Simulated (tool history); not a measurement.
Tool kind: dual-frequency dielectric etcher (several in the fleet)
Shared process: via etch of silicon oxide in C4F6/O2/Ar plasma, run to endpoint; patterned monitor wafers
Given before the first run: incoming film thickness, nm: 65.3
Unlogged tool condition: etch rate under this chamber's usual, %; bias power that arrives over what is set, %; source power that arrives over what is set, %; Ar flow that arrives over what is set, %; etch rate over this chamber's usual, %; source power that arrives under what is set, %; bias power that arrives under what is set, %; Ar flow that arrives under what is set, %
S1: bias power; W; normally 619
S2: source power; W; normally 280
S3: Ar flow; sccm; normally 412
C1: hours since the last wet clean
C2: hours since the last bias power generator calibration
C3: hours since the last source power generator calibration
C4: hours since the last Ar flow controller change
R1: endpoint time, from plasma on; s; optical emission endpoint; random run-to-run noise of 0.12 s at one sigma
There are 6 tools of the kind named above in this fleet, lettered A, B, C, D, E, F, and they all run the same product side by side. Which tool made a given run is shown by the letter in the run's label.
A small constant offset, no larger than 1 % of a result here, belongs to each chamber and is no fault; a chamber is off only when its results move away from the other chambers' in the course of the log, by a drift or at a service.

run,day,S1,S2,S3,C1,C2,C3,C4,R1
1E,0.262,619,280,412,242.8,1430.1,1630.9,3437.5,15.7
2D,0.454,619,280,412,42.5,524.3,39.1,3042.6,15.723
3F,0.717,619,280,412,585.3,878.2,32.4,2161.5,15.5
4A,1.025,619,280,412,468,3806.5,3433.6,1272.5,15.778
# day 1.296: chamber B: wet clean of the chamber
5C,1.417,619,280,412,503.8,511,3414.9,2633.5,15.666
6B,1.833,619,280,412,12.9,616.6,2787.5,669.3,15.844
7A,2.046,619,280,412,492.5,3831,3458.1,1297,15.347
# day 2.183: chamber A: wet clean of the chamber
8D,2.3,619,280,412,86.8,568.6,83.4,3086.9,15.858
# day 2.317: chamber D: Ar flow controller replaced
9E,2.6,619,280,412,298.9,1486.2,1687,3493.6,15.564
# day 2.938: chamber F: wet clean of the chamber
10B,2.983,619,280,412,40.5,644.2,2815.1,696.9,15.773
# day 3: chamber E: wet clean of the chamber
11C,3.342,619,280,412,550,557.2,3461.1,2679.7,15.517
12F,3.567,500,280,412,15.1,946.6,100.8,2229.9,16.884
13E,3.842,500,280,412,20.3,1516,1716.8,3523.4,17.005
14B,4.229,500,280,412,70.4,674.1,2845,726.8,17.224
15D,4.638,500,280,412,142.9,624.7,139.5,55.7,17.071
16C,5.038,500,280,412,590.7,597.9,3501.8,2720.4,17.044
17F,5.312,500,280,412,57,988.5,142.7,2271.8,16.868
18A,5.729,619,280,412,85.1,3919.4,3546.5,1385.4,15.67
19D,6.033,619,280,412,176.4,658.2,173,89.2,15.588
20A,6.333,619,280,412,99.6,3933.9,3561,1399.9,15.397
21B,6.579,619,280,412,126.8,730.5,2901.4,783.2,15.671
# day 6.683: chamber E: bias power generator calibrated
22C,6.846,619,280,412,634.1,641.3,3545.2,2763.8,15.671
23F,7.233,619,280,412,103.1,1034.6,188.8,2317.9,15.762
# day 7.358: chamber C: wet clean of the chamber
24E,7.529,619,280,412,108.8,20.4,1805.3,3611.9,15.605
25F,7.858,619,280,412,118.1,1049.6,203.8,2332.9,15.694
26C,8.071,619,280,412,17.1,670.7,3574.6,2793.2,15.771
27D,8.35,619,280,412,232,713.8,228.6,144.8,15.416
28E,8.746,619,280,412,138,49.6,1834.5,3641.1,15.576
29B,9.05,619,280,412,186.1,789.8,2960.7,842.5,16.006
30A,9.229,619,280,412,169.1,4003.4,3630.5,1469.4,15.547
31F,9.583,619,280,412,159.5,1091,245.2,2374.3,15.665
# day 9.779: chamber C: Ar flow controller replaced
32D,9.829,619,280,412,267.5,749.3,264.1,180.3,15.661
# day 9.904: chamber F: Ar flow controller replaced
33B,10.071,619,280,412,210.6,814.3,2985.2,867,15.928
34A,10.346,619,280,412,195.9,4030.2,3657.3,1496.2,15.481
35C,10.683,619,280,412,79.8,733.4,3637.3,21.8,15.642
36E,11.054,619,280,412,193.4,105,1889.9,3696.5,15.407
# day 11.079: chamber E: source power generator calibrated
# day 11.383: chamber A: bias power generator calibrated
37D,11.467,619,280,412,306.8,788.6,303.4,219.6,15.622
# day 11.475: chamber A: source power generator calibrated
38B,11.842,619,260,323,253.1,856.8,3027.7,909.5,15.932
39F,12.046,619,260,323,218.6,1150.1,304.3,51.4,15.558
40A,12.246,619,260,323,241.5,20.8,18.5,1541.8,15.608
41C,12.454,619,260,323,122.3,775.9,3679.8,64.3,15.682
42E,12.796,619,260,323,235.2,146.8,41.2,3738.3,15.574
43D,13.058,619,260,323,345,826.8,341.6,257.8,15.468
44B,13.454,619,280,412,291.8,895.5,3066.4,948.2,15.892

Which is it: a chamber that has drifted or been left off by a service, a gauge drift common to all chambers, or only each chamber's usual small offset? If a chamber is off, name it and its likeliest cause.

Neither any chamber nor the gauge drifts; the chambers differ only by their own small, steady offsets.
